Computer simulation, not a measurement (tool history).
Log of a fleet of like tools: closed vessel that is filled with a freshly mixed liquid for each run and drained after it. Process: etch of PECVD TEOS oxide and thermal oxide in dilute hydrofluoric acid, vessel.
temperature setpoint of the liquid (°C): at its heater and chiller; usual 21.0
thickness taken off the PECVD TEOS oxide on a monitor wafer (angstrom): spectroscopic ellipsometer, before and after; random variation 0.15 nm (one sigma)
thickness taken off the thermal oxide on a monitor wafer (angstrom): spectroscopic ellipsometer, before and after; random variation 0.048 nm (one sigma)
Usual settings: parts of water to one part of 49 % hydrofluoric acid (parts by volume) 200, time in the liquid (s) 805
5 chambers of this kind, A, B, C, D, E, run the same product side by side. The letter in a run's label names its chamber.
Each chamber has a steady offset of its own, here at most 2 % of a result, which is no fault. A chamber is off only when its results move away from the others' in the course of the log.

| run | hour | temperature setpoint of the liquid (°C) | parts of water to one part of 49 % hydrofluoric acid (parts by volume) | time in the liquid (s) | hours since the thermometer was replaced | hours since the hydrofluoric acid flow meter was replaced | read-back film thickness of the PECVD TEOS oxide reference wafer, read on the same gauge (nm) | read-back film thickness of the thermal oxide reference wafer, read on the same gauge (nm) | thickness taken off the PECVD TEOS oxide on a monitor wafer (angstrom) | thickness taken off the thermal oxide on a monitor wafer (angstrom) |
|---|---|---|---|---|---|---|---|---|---|---|
| 1B | 6.7 | 21.0 | 200 | 805 | 1351.7 | 213.9 | 129.96 | 30.021 | 281.16 | 154.100 |
| 2C | 15.4 | 21.0 | 200 | 805 | 964.5 | 959.8 | 129.99 | 30.000 | 283.93 | 153.850 |
|  | 22.9 | chamber C: hydrofluoric acid flow meter replaced |
| 3E | 25.6 | 21.0 | 200 | 805 | 901.3 | 578.6 | 129.99 | 29.967 | 277.42 | 155.160 |
| 4A | 34.5 | 21.0 | 200 | 805 | 737.1 | 1578.3 | 130.01 | 30.000 | 280.99 | 154.770 |
| 5D | 46.0 | 21.0 | 200 | 805 | 395.3 | 351.7 | 129.96 | 30.051 | 282.78 | 154.100 |
| 6C | 56.9 | 21.0 | 200 | 805 | 1006.0 | 34.1 | 130.00 | 29.987 | 283.55 | 154.260 |
| 7B | 66.9 | 21.0 | 200 | 805 | 1411.9 | 274.1 | 130.01 | 29.968 | 281.10 | 153.430 |
| 8A | 76.4 | 23.5 | 200 | 400 | 779.0 | 1620.2 | 129.99 | 30.038 | 154.19 | 84.273 |
| 9D | 84.0 | 23.5 | 200 | 400 | 433.3 | 389.7 | 130.02 | 29.994 | 155.60 | 83.672 |
| 10E | 89.9 | 23.5 | 200 | 400 | 965.6 | 642.9 | 130.00 | 29.949 | 151.84 | 85.047 |
| 11D | 100.3 | 23.5 | 200 | 400 | 449.6 | 406.0 | 130.00 | 30.040 | 156.06 | 83.868 |
| 12B | 110.7 | 23.5 | 200 | 400 | 1455.7 | 317.9 | 130.00 | 30.002 | 153.13 | 83.676 |
|  | 116.4 | chamber E: thermometer replaced |
| 13C | 122.5 | 21.0 | 200 | 805 | 1071.6 | 99.7 | 130.00 | 29.957 | 283.57 | 154.020 |
|  | 128.1 | chamber B: thermometer replaced |
| 14E | 132.2 | 21.0 | 200 | 805 | 15.8 | 685.2 | 129.99 | 29.985 | 277.00 | 155.420 |
| 15A | 138.9 | 21.0 | 200 | 805 | 841.5 | 1682.7 | 130.01 | 29.961 | 281.73 | 155.180 |
| 16D | 151.1 | 21.0 | 200 | 805 | 500.4 | 456.8 | 130.00 | 29.956 | 283.02 | 153.730 |
| 17E | 159.4 | 21.0 | 200 | 805 | 43.0 | 712.4 | 130.01 | 29.992 | 280.24 | 154.970 |
| 18B | 165.4 | 21.0 | 170 | 1250 | 37.4 | 372.6 | 130.02 | 30.019 | 523.67 | 286.100 |
|  | 166.6 | chamber A: hydrofluoric acid flow meter replaced |
| 19C | 171.9 | 21.0 | 170 | 1250 | 1121.0 | 149.1 | 130.01 | 30.010 | 540.03 | 292.150 |
| 20A | 179.1 | 21.0 | 170 | 1250 | 881.7 | 12.5 | 130.00 | 29.992 | 532.98 | 290.850 |
| 21B | 189.2 | 21.0 | 170 | 1250 | 61.2 | 396.4 | 130.01 | 29.991 | 528.75 | 286.150 |
| 22D | 195.3 | 21.0 | 170 | 1250 | 544.6 | 501.0 | 130.04 | 29.959 | 535.59 | 290.270 |
| 23A | 203.6 | 21.0 | 200 | 805 | 906.2 | 37.0 | 129.99 | 30.073 | 283.22 | 154.590 |
| 24E | 213.7 | 21.0 | 200 | 805 | 97.3 | 766.7 | 129.99 | 30.005 | 279.86 | 155.880 |
| 25C | 225.4 | 19.0 | 200 | 805 | 1174.5 | 202.6 | 129.98 | 29.977 | 261.95 | 142.280 |
| 26B | 235.4 | 19.0 | 200 | 805 | 107.4 | 442.6 | 130.00 | 29.957 | 257.25 | 141.620 |
| 27C | 246.7 | 19.0 | 200 | 805 | 1195.8 | 223.9 | 129.97 | 29.957 | 262.39 | 142.830 |
| 28A | 255.2 | 19.0 | 200 | 805 | 957.8 | 88.6 | 129.99 | 29.991 | 259.04 | 143.100 |
| 29D | 264.8 | 19.0 | 200 | 805 | 614.1 | 570.5 | 129.97 | 30.062 | 264.81 | 142.230 |
| 30E | 271.8 | 21.0 | 200 | 805 | 155.4 | 824.8 | 130.00 | 30.031 | 277.08 | 154.680 |
| 31B | 280.8 | 19.5 | 200 | 805 | 152.8 | 488.0 | 130.00 | 30.005 | 264.45 | 144.750 |
| 32D | 288.9 | 19.5 | 200 | 805 | 638.2 | 594.6 | 130.00 | 29.987 | 266.92 | 144.800 |
| 33E | 298.5 | 19.5 | 200 | 805 | 182.1 | 851.5 | 129.99 | 30.017 | 260.60 | 146.460 |
| 34C | 309.5 | 19.5 | 200 | 805 | 1258.6 | 286.7 | 130.00 | 30.008 | 268.79 | 145.960 |
| 35A | 319.5 | 19.5 | 200 | 805 | 1022.1 | 152.9 | 130.01 | 29.976 | 265.11 | 146.040 |
| 36A | 330.9 | 21.0 | 200 | 805 | 1033.5 | 164.3 | 130.00 | 30.012 | 280.74 | 155.360 |
| 37B | 337.1 | 21.0 | 200 | 805 | 209.1 | 544.3 | 130.00 | 29.992 | 283.97 | 152.740 |
| 38C | 348.1 | 21.0 | 200 | 805 | 1297.2 | 325.3 | 130.00 | 30.012 | 282.63 | 154.410 |
| 39D | 360.2 | 21.0 | 200 | 805 | 709.5 | 665.9 | 130.01 | 29.994 | 284.77 | 153.470 |
| 40E | 369.3 | 21.0 | 200 | 805 | 252.9 | 922.3 | 129.99 | 29.970 | 280.48 | 155.280 |

Next, every chamber runs the same settings. What will each give?
| 41A | 378.2 | 24.0 | 200 | 805 |  |  |  |  | ? | ? |
| 41B | 378.2 | 24.0 | 200 | 805 |  |  |  |  | ? | ? |
| 41C | 378.2 | 24.0 | 200 | 805 |  |  |  |  | ? | ? |
| 41D | 378.2 | 24.0 | 200 | 805 |  |  |  |  | ? | ? |
| 41E | 378.2 | 24.0 | 200 | 805 |  |  |  |  | ? | ? |

| run | thickness taken off the PECVD TEOS oxide on a monitor wafer (angstrom) | thickness taken off the thermal oxide on a monitor wafer (angstrom) |
|---|---|---|
| 41A | 313.70 | 173.800 |
| 41B | 312.16 | 170.770 |
| 41C | 316.18 | 173.110 |
| 41D | 316.43 | 171.460 |
| 41E | 311.38 | 173.280 |
